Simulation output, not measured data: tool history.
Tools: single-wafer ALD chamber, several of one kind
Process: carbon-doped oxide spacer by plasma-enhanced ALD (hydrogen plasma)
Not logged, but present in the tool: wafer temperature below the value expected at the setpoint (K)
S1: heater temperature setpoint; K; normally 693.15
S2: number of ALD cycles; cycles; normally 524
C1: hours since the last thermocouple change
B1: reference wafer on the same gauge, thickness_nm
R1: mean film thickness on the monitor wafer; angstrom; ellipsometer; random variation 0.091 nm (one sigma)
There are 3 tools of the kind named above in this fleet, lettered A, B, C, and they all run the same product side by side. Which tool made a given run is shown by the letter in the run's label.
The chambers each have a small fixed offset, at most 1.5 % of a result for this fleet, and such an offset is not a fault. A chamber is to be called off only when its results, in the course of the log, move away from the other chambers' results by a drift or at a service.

{"run": "1C", "hour": 8.2, "S1": 693.15, "S2": 524, "C1": 338.9, "B1": 24.909, "R1": 246.82}
{"run": "2B", "hour": 13.7, "S1": 693.15, "S2": 524, "C1": 672.8, "B1": 24.884, "R1": 245.14}
{"run": "3A", "hour": 18.9, "S1": 693.15, "S2": 524, "C1": 1107.2, "B1": 24.906, "R1": 249.11}
{"run": "4A", "hour": 25.8, "S1": 693.15, "S2": 524, "C1": 1114.1, "B1": 24.894, "R1": 248.96}
{"run": "5C", "hour": 34.5, "S1": 693.15, "S2": 524, "C1": 365.2, "B1": 24.903, "R1": 249.99}
{"run": "6B", "hour": 39.8, "S1": 693.15, "S2": 524, "C1": 698.9, "B1": 24.903, "R1": 243.08}
{"run": "7C", "hour": 46.6, "S1": 693.15, "S2": 524, "C1": 377.3, "B1": 24.9, "R1": 247.65}
{"run": "8B", "hour": 53.6, "S1": 693.15, "S2": 524, "C1": 712.7, "B1": 24.897, "R1": 245.58}
{"run": "9A", "hour": 60.8, "S1": 693.15, "S2": 524, "C1": 1149.1, "B1": 24.902, "R1": 248.47}
{"run": "10C", "hour": 66.5, "S1": 693.15, "S2": 524, "C1": 397.2, "B1": 24.906, "R1": 247.25}
{"run": "11B", "hour": 72.5, "S1": 693.15, "S2": 524, "C1": 731.6, "B1": 24.901, "R1": 244.1}
{"run": "12A", "hour": 82.0, "S1": 693.15, "S2": 524, "C1": 1170.3, "B1": 24.916, "R1": 249.63}
{"run": "13B", "hour": 87.0, "S1": 706.15, "S2": 524, "C1": 746.1, "B1": 24.891, "R1": 234.32}
{"run": "14C", "hour": 95.6, "S1": 706.15, "S2": 524, "C1": 426.3, "B1": 24.906, "R1": 237.74}
{"run": "15A", "hour": 104.7, "S1": 706.15, "S2": 524, "C1": 1193.0, "B1": 24.902, "R1": 239.04}
{"run": "16C", "hour": 111.4, "S1": 693.15, "S2": 524, "C1": 442.1, "B1": 24.934, "R1": 248.31}
{"run": "17A", "hour": 122.1, "S1": 693.15, "S2": 524, "C1": 1210.4, "B1": 24.9, "R1": 249.47}
{"run": "18B", "hour": 127.6, "S1": 693.15, "S2": 524, "C1": 786.7, "B1": 24.895, "R1": 244.9}
{"run": "19C", "hour": 133.6, "S1": 693.15, "S2": 524, "C1": 464.3, "B1": 24.885, "R1": 246.94}
{"run": "20A", "hour": 141.1, "S1": 693.15, "S2": 524, "C1": 1229.4, "B1": 24.894, "R1": 249.63}
{"run": "21B", "hour": 150.8, "S1": 693.15, "S2": 524, "C1": 809.9, "B1": 24.892, "R1": 245.1}
{"run": "22A", "hour": 161.4, "S1": 699.15, "S2": 471, "C1": 1249.7, "B1": 24.912, "R1": 220.42}
{"run": "23B", "hour": 169.9, "S1": 699.15, "S2": 471, "C1": 829.0, "B1": 24.907, "R1": 215.76}
{"run": "24C", "hour": 179.6, "S1": 699.15, "S2": 471, "C1": 510.3, "B1": 24.878, "R1": 219.05}
{"run": "25A", "hour": 187.8, "S1": 693.15, "S2": 524, "C1": 1276.1, "B1": 24.903, "R1": 247.47}
{"run": "26C", "hour": 195.0, "S1": 693.15, "S2": 524, "C1": 525.7, "B1": 24.922, "R1": 247.77}
{"run": "27B", "hour": 203.4, "S1": 693.15, "S2": 524, "C1": 862.5, "B1": 24.879, "R1": 244.33}
{"run": "28C", "hour": 210.9, "S1": 693.15, "S2": 524, "C1": 541.6, "B1": 24.918, "R1": 247.84}
{"run": "29A", "hour": 218.1, "S1": 707.15, "S2": 564, "C1": 1306.4, "B1": 24.914, "R1": 256.84}
{"run": "30B", "hour": 224.0, "S1": 707.15, "S2": 564, "C1": 883.1, "B1": 24.907, "R1": 250.94}
{"run": "31C", "hour": 231.8, "S1": 707.15, "S2": 564, "C1": 562.5, "B1": 24.898, "R1": 253.74}
{"run": "32B", "hour": 238.7, "S1": 693.15, "S2": 524, "C1": 897.8, "B1": 24.896, "R1": 245.53}
{"run": "33A", "hour": 246.2, "S1": 693.15, "S2": 524, "C1": 1334.5, "B1": 24.882, "R1": 249.13}
{"run": "34C", "hour": 256.1, "S1": 693.15, "S2": 437, "C1": 586.8, "B1": 24.875, "R1": 207.11}
{"run": "35A", "hour": 262.9, "S1": 693.15, "S2": 437, "C1": 1351.2, "B1": 24.918, "R1": 206.79}
{"run": "36B", "hour": 273.1, "S1": 693.15, "S2": 437, "C1": 932.2, "B1": 24.896, "R1": 203.63}
{"run": "37A", "hour": 282.5, "S1": 693.15, "S2": 524, "C1": 1370.8, "B1": 24.888, "R1": 248.32}
{"run": "38B", "hour": 289.2, "S1": 693.15, "S2": 524, "C1": 948.3, "B1": 24.895, "R1": 244.43}
{"run": "39C", "hour": 299.1, "S1": 693.15, "S2": 524, "C1": 629.8, "B1": 24.903, "R1": 247.03}
{"run": "40C", "hour": 304.5, "S1": 693.15, "S2": 524, "C1": 635.2, "B1": 24.914, "R1": 248.6}

What goes on in this fleet: one chamber off, a drifting gauge, or nothing beyond the chambers' own small offsets? Name the chamber and the cause, if any.

Neither any chamber nor the gauge drifts; the chambers differ only by their own small, steady offsets.

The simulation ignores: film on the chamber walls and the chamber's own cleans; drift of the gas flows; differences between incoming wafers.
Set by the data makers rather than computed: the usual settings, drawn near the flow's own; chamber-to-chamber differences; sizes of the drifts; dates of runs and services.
